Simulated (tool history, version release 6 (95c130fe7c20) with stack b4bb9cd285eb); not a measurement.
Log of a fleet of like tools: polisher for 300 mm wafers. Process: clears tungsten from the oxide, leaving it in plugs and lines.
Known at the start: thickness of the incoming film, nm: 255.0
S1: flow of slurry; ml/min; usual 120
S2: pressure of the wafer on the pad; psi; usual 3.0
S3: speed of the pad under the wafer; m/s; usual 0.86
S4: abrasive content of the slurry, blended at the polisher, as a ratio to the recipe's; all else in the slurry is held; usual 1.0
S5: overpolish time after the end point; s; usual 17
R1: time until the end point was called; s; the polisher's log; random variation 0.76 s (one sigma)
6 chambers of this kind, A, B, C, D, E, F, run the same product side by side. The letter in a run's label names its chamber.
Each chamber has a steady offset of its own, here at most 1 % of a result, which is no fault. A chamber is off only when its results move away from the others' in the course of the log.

run   hour   S1   S2    S3   S4  S5       R1
       4.7  -- chamber E: worn pad replaced by a new one
       5.7  -- chamber D: slurry nozzle cleaned
 1B    9.7  120  3.0  0.86  1.0  17   95.006
      20.3  -- chamber D: slurry tank refilled with fresh slurry and peroxide
 2C   20.3  120  3.0  0.86  1.0  17   95.311
      22.8  -- chamber F: slurry tank refilled with fresh slurry and peroxide
 3D   29.1  120  3.0  0.86  1.0  17   95.519
 4F   39.7  120  3.0  0.86  1.0  17   92.867
      42.9  -- chamber B: slurry blender recalibrated
      48.0  -- chamber A: worn pad replaced by a new one
 5A   48.6  120  3.0  0.86  1.0  17   94.755
 6E   54.4  120  3.0  0.86  1.0  17   94.588
      63.2  -- chamber B: worn pad replaced by a new one
 7E   64.4  120  3.5  0.86  1.0  25   81.235
      65.9  -- chamber A: slurry blender recalibrated
      66.6  -- chamber C: slurry tank refilled with fresh slurry and peroxide
 8D   71.9  120  3.5  0.86  1.0  25   80.951
      74.1  -- chamber B: slurry nozzle cleaned
 9B   79.8  120  3.5  0.86  1.0  25   81.558
      83.6  -- chamber E: worn pad replaced by a new one
10A   88.3  120  3.5  0.86  1.0  25   80.611
11C   95.2  120  3.5  0.86  1.0  25   81.562
12F  100.9  120  3.5  0.86  1.0  25   79.533
     102.4  -- chamber E: slurry tank refilled with fresh slurry and peroxide
     103.2  -- chamber D: slurry tank refilled with fresh slurry and peroxide
     105.3  -- chamber E: slurry blender recalibrated
13D  112.5   90  3.0  0.86  0.8  17  107.100
     113.7  -- chamber D: worn pad replaced by a new one
     114.8  -- chamber C: worn pad replaced by a new one
     114.8  -- chamber F: worn pad replaced by a new one
     117.7  -- chamber F: slurry blender recalibrated
14C  119.1   90  3.0  0.86  0.8  17  106.210
     121.5  -- chamber A: slurry tank refilled with fresh slurry and peroxide
15B  130.1   90  3.0  0.86  0.8  17  107.400
16A  140.7   90  3.0  0.86  0.8  17  107.180
     144.3  -- chamber B: slurry tank refilled with fresh slurry and peroxide
     145.8  -- chamber E: worn pad replaced by a new one
17F  147.5   90  3.0  0.86  0.8  17  105.560
     152.3  -- chamber D: slurry blender recalibrated
18E  154.5   90  3.0  0.86  0.8  17  106.810
     157.0  -- chamber D: head pressure recalibrated
19D  165.1  120  3.0  0.86  1.0  17   87.511
     165.6  -- chamber A: slurry blender recalibrated
     173.5  -- chamber E: slurry nozzle cleaned
     174.3  -- chamber B: worn pad replaced by a new one
20C  175.3  120  3.0  0.86  1.0  17   96.588
21E  183.7  120  3.0  0.86  1.0  17   93.341
     185.4  -- chamber D: slurry tank refilled with fresh slurry and peroxide
22A  191.2   85  3.0  0.86  1.0  17  102.830
     192.5  -- chamber F: slurry tank refilled with fresh slurry and peroxide
     201.2  -- chamber A: worn pad replaced by a new one
23B  202.3   85  3.0  0.86  1.0  17  103.980
     207.0  -- chamber C: slurry blender recalibrated
     207.4  -- chamber E: worn pad replaced by a new one
     212.1  -- chamber E: slurry blender recalibrated
24F  212.6   85  3.0  0.86  1.0  17  104.530
     219.9  -- chamber F: head pressure recalibrated
25B  220.2   85  3.0  0.86  1.0  17  103.270
     225.5  -- chamber C: slurry tank refilled with fresh slurry and peroxide
     227.7  -- chamber D: worn pad replaced by a new one
26A  230.3   85  3.0  0.86  1.0  17  102.960
27D  236.6   85  3.0  0.86  1.0  17   95.408
     237.4  -- chamber F: worn pad replaced by a new one
     240.1  -- chamber C: worn pad replaced by a new one
     244.3  -- chamber A: slurry tank refilled with fresh slurry and peroxide
28C  245.7  120  2.2  0.86  0.7  17  140.740
     253.5  -- chamber D: slurry tank refilled with fresh slurry and peroxide
29E  257.4  120  2.2  0.86  0.7  17  139.750
30F  262.8  120  2.2  0.86  0.7  17  139.900
31F  269.4  120  2.2  0.86  0.7  17  141.020
     272.3  -- chamber A: slurry blender recalibrated
     275.0  -- chamber E: worn pad replaced by a new one
32A  275.8  120  2.2  0.86  0.7  17  138.950
33D  282.0  120  2.2  0.86  0.7  17  129.070
     283.6  -- chamber C: slurry nozzle cleaned
34B  289.2  120  3.0  0.86  1.0  17   94.061
     289.5  -- chamber E: slurry tank refilled with fresh slurry and peroxide
     294.1  -- chamber B: head pressure recalibrated
35C  298.2  120  3.0  0.86  1.0  17   96.153
     299.3  -- chamber B: slurry tank refilled with fresh slurry and peroxide
     305.1  -- chamber E: slurry blender recalibrated
36E  306.3  120  3.0  0.86  1.0  17   93.608
     310.2  -- chamber B: worn pad replaced by a new one
37A  317.7  120  3.0  0.86  1.0  17   95.406
38E  327.5  135  2.7  0.86  1.0  17  102.900
     327.7  -- chamber D: worn pad replaced by a new one
     333.2  -- chamber D: slurry tank refilled with fresh slurry and peroxide
39F  339.4  135  2.7  0.86  1.0  17  102.680
40B  349.2  135  2.7  0.86  1.0  17  102.270
     358.9  -- chamber D: slurry blender recalibrated
41D  359.4  135  2.7  0.86  1.0  17   94.719

Next, every chamber runs the same settings. What will each give?
42A  368.1  120  3.0  0.64  1.0  17   ?
42B  368.1  120  3.0  0.64  1.0  17   ?
42C  368.1  120  3.0  0.64  1.0  17   ?
42D  368.1  120  3.0  0.64  1.0  17   ?
42E  368.1  120  3.0  0.64  1.0  17   ?
42F  368.1  120  3.0  0.64  1.0  17   ?

run       R1
42A  125.320
42B  126.370
42C  128.990
42D  117.840
42E  127.770
42F  126.890
